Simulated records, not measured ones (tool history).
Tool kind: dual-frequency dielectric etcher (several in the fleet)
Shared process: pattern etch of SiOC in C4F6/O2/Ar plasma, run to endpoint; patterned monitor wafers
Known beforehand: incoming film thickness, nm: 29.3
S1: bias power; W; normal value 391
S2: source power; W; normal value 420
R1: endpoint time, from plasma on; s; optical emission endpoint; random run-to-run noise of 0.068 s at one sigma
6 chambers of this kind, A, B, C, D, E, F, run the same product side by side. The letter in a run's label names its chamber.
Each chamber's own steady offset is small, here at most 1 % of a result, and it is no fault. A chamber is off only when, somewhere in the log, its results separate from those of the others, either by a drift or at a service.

run   hour   S1   S2      R1
 1F    5.5  391  420  10.433
 2C     11  391  420  10.679
 3E   14.2  391  420  10.536
 4A   19.4  391  420  10.462
 5B   22.7  391  420  10.516
      26.5  -- chamber C: wet clean of the chamber
 6D   26.5  391  370  11.114
 7E   31.9  391  370  11.116
 8F   38.2  391  370  11.039
 9A   44.5  391  370  11.168
10C   48.1  391  370  11.119
11B   54.5  391  370  11.092
12D   59.5  461  420  9.9764
13E   65.7  461  420  9.9015
14F   70.6  461  420  9.8762
15B   74.6  461  420  9.9939
      80.5  -- chamber F: wet clean of the chamber
16D   80.7  461  420  10.079
17C   86.4  461  420  9.9925
      88.7  -- chamber B: wet clean of the chamber
18A   89.7  391  420  10.594
19E   94.9  391  470   10.11
20B  100.6  391  470  10.088
21C  105.6  391  470  10.204
22F  111.6  391  470  10.037
23D  114.4  391  470  10.137
24A  117.7  391  470  10.174
25C  121.9  391  420  10.595
26A    126  391  420  10.554
27B  130.8  391  420   10.54
28E  134.5  467  380  10.261
29F  140.6  467  380  10.137
30D  145.2  467  380  10.263
31D  151.1  467  380  10.317
32F  154.4  467  380   10.26
33E  158.2  467  380  10.223
34C  163.3  391  420  10.568
35B  167.9  391  420   10.59
36A    174  391  420  10.623
37C  180.3  330  370  11.763
38D  184.5  330  370  11.713

The same settings go to every chamber for the next run, one line per chamber below. Forecast the results for each:
39A  189.2  391  420   ?
39B  189.2  391  420   ?
39C  189.2  391  420   ?
39D  189.2  391  420   ?
39E  189.2  391  420   ?
39F  189.2  391  420   ?

run      R1
39A  10.717
39B  10.546
39C  10.601
39D  10.608
39E  10.491
39F  10.444
